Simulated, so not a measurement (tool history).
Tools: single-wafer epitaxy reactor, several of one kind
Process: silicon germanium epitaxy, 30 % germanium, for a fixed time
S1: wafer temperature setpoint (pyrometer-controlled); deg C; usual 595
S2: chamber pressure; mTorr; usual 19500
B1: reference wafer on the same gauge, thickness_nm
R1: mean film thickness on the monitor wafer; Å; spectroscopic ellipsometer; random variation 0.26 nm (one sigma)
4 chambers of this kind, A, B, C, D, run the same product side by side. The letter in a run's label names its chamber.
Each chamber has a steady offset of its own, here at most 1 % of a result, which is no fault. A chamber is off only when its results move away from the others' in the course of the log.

run   hour   S1     S2      B1      R1
 1C    4.6  595  19500  61.353  532.17
 2D   10.6  595  19500  61.298  534.21
 3B   15.1  595  19500  61.283  534.45
 4A   24.6  595  19500  61.309  534.51
 5C   29.5  595  15100  61.314  481.39
 6B   38.7  595  15100  61.268  484.82
 7D   43.7  595  15100  61.296  484.73
 8A   50.6  595  15100  61.268  481.42
      54.1  -- chamber D: capacitance manometer re-zeroed and calibrated
 9A   57.7  595  19500  61.257  530.60
10B   63.7  606  17900  61.218  630.26
11C   72.6  606  17900  61.324  629.68
12D   80.6  606  17900  61.393  627.22
13A   89.1  606  17900  61.282  628.98
14D   98.6  595  19500  61.324  533.30
15B  106.6  595  19500  61.225  535.05
16C  111.2  595  19500  61.349  534.32
17A  119.0  595  19500  61.333  532.32
18B  123.6  595  19500  61.340  534.97
19D  129.6  595  19500  61.290  534.39
20C  138.8  595  19500  61.306  534.84
21B  144.9  595  19500  61.320  540.98
22C  152.5  584  14900  61.292  386.30
23D  160.9  584  14900  61.284  391.18
24A  169.9  584  14900  61.292  386.67
     173.4  -- chamber C: pyrometer calibrated
25A  175.4  584  14900  61.267  392.53
26D  179.6  595  19500  61.323  534.44
27C  185.1  595  19500  61.332  525.31
28B  192.5  595  19500  61.293  533.04
29B  200.7  595  19500  61.324  537.77
30A  207.8  583  21300  61.312  441.24
31D  215.9  583  21300  61.349  442.42
32C  223.2  583  21300  61.335  435.53
33C  228.2  583  21300  61.242  435.18
34A  235.4  604  19500  61.300  626.43
35B  244.8  604  19500  61.336  631.84
36D  251.9  604  19500  61.267  629.68
37A  257.9  604  19500  61.251  631.96

Is one chamber off against the others, does the gauge drift, or is nothing wrong? If a chamber is off, say which, and what the likeliest cause is.

No chamber stands off beyond its own small offset, and the gauge holds steady.
